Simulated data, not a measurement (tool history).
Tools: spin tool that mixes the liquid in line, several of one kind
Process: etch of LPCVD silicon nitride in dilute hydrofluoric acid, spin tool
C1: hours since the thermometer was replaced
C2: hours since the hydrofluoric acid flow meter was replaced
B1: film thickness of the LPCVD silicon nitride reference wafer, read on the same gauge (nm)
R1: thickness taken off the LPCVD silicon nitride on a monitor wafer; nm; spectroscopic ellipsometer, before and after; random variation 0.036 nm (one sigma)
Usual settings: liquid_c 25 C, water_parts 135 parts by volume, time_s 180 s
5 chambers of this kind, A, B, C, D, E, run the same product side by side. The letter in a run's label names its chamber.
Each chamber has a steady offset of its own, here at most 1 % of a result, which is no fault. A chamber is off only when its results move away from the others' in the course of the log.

run 1C hour=7.3 | liquid_c=25 water_parts=135 time_s=180 | C1=1899.1 C2=750.7 | B1=79.985 | R1=0.67167
run 2D hour=14.3 | liquid_c=25 water_parts=135 time_s=180 | C1=2134.8 C2=608.2 | B1=79.976 | R1=0.65421
run 3B hour=21.6 | liquid_c=25 water_parts=135 time_s=180 | C1=2509.7 C2=585.6 | B1=80.034 | R1=0.68186
-- hour=21.9 chamber A: thermometer replaced
run 4E hour=30 | liquid_c=25 water_parts=135 time_s=180 | C1=83.5 C2=2062.9 | B1=79.978 | R1=0.71675
run 5A hour=39.4 | liquid_c=25 water_parts=135 time_s=180 | C1=17.6 C2=1079.9 | B1=79.977 | R1=0.70061
run 6C hour=48.6 | liquid_c=25 water_parts=135 time_s=180 | C1=1940.4 C2=792 | B1=79.999 | R1=0.69011
run 7A hour=54.9 | liquid_c=25 water_parts=135 time_s=180 | C1=33.1 C2=1095.4 | B1=80.008 | R1=0.64392
run 8E hour=62.4 | liquid_c=25 water_parts=135 time_s=180 | C1=115.9 C2=2095.3 | B1=80.036 | R1=0.6463
run 9D hour=66.8 | liquid_c=25 water_parts=135 time_s=180 | C1=2187.3 C2=660.7 | B1=80.032 | R1=0.71343
run 10B hour=75.1 | liquid_c=25 water_parts=135 time_s=180 | C1=2563.2 C2=639.1 | B1=80.004 | R1=0.66021
run 11C hour=80.3 | liquid_c=25 water_parts=135 time_s=180 | C1=1972.1 C2=823.7 | B1=80.001 | R1=0.74771
run 12B hour=88.4 | liquid_c=25 water_parts=135 time_s=180 | C1=2576.5 C2=652.4 | B1=79.978 | R1=0.71619
-- hour=94 chamber A: hydrofluoric acid flow meter replaced
run 13A hour=94.5 | liquid_c=22 water_parts=165 time_s=180 | C1=72.7 C2=0.5 | B1=80 | R1=0.47326
run 14D hour=100 | liquid_c=22 water_parts=165 time_s=180 | C1=2220.5 C2=693.9 | B1=79.953 | R1=0.4592
-- hour=100.2 chamber C: hydrofluoric acid flow meter replaced
-- hour=106.5 chamber B: hydrofluoric acid flow meter replaced
run 15E hour=109 | liquid_c=22 water_parts=165 time_s=180 | C1=162.5 C2=2141.9 | B1=80.008 | R1=0.49506
run 16C hour=118.8 | liquid_c=22 water_parts=165 time_s=180 | C1=2010.6 C2=18.7 | B1=80.032 | R1=0.4896
run 17A hour=125.8 | liquid_c=22 water_parts=165 time_s=180 | C1=104 C2=31.8 | B1=79.966 | R1=0.43573
run 18E hour=130.4 | liquid_c=25 water_parts=135 time_s=180 | C1=183.9 C2=2163.3 | B1=80.009 | R1=0.64497
run 19D hour=139.4 | liquid_c=25 water_parts=135 time_s=180 | C1=2259.9 C2=733.3 | B1=79.997 | R1=0.64787
run 20B hour=144.8 | liquid_c=25 water_parts=135 time_s=180 | C1=2632.9 C2=38.4 | B1=79.998 | R1=0.66445
run 21E hour=154.4 | liquid_c=25 water_parts=135 time_s=180 | C1=207.9 C2=2187.3 | B1=80.042 | R1=0.70565
run 22D hour=161.3 | liquid_c=25 water_parts=135 time_s=180 | C1=2281.8 C2=755.2 | B1=79.964 | R1=0.69145
run 23A hour=166 | liquid_c=25 water_parts=135 time_s=180 | C1=144.2 C2=72 | B1=80.015 | R1=0.7346
run 24C hour=174.7 | liquid_c=25 water_parts=135 time_s=180 | C1=2066.5 C2=74.6 | B1=79.998 | R1=0.71886
run 25B hour=181.8 | liquid_c=25 water_parts=135 time_s=180 | C1=2669.9 C2=75.4 | B1=80.012 | R1=0.65854
run 26A hour=186.8 | liquid_c=25 water_parts=135 time_s=180 | C1=165 C2=92.8 | B1=80.014 | R1=0.6878
run 27C hour=191.7 | liquid_c=25 water_parts=135 time_s=180 | C1=2083.5 C2=91.6 | B1=80.001 | R1=0.64548
run 28D hour=197.7 | liquid_c=25 water_parts=135 time_s=180 | C1=2318.2 C2=791.6 | B1=80.04 | R1=0.64548
run 29E hour=204.6 | liquid_c=25 water_parts=135 time_s=180 | C1=258.1 C2=2237.5 | B1=79.987 | R1=0.64401
run 30B hour=214.3 | liquid_c=25 water_parts=135 time_s=180 | C1=2702.4 C2=107.9 | B1=80.012 | R1=0.70877
run 31D hour=221.7 | liquid_c=25 water_parts=135 time_s=180 | C1=2342.2 C2=815.6 | B1=80.052 | R1=0.69649
run 32E hour=226.1 | liquid_c=20.5 water_parts=110 time_s=180 | C1=279.6 C2=2259 | B1=79.981 | R1=0.68028
run 33C hour=230.4 | liquid_c=20.5 water_parts=110 time_s=180 | C1=2122.2 C2=130.3 | B1=80.003 | R1=0.60474
run 34B hour=237 | liquid_c=20.5 water_parts=110 time_s=180 | C1=2725.1 C2=130.6 | B1=79.981 | R1=0.5568
run 35A hour=246.4 | liquid_c=20.5 water_parts=110 time_s=180 | C1=224.6 C2=152.4 | B1=79.969 | R1=0.58027
run 36A hour=254.9 | liquid_c=20.5 water_parts=110 time_s=180 | C1=233.1 C2=160.9 | B1=80.033 | R1=0.61306

Next, every chamber runs the same settings. What will each give?
run 37A hour=261.9 | liquid_c=29.5 water_parts=135 time_s=180 | R1=?
run 37B hour=261.9 | liquid_c=29.5 water_parts=135 time_s=180 | R1=?
run 37C hour=261.9 | liquid_c=29.5 water_parts=135 time_s=180 | R1=?
run 37D hour=261.9 | liquid_c=29.5 water_parts=135 time_s=180 | R1=?
run 37E hour=261.9 | liquid_c=29.5 water_parts=135 time_s=180 | R1=?

run=37A R1=0.92931
run=37B R1=0.89352
run=37C R1=0.95273
run=37D R1=0.94647
run=37E R1=0.90753

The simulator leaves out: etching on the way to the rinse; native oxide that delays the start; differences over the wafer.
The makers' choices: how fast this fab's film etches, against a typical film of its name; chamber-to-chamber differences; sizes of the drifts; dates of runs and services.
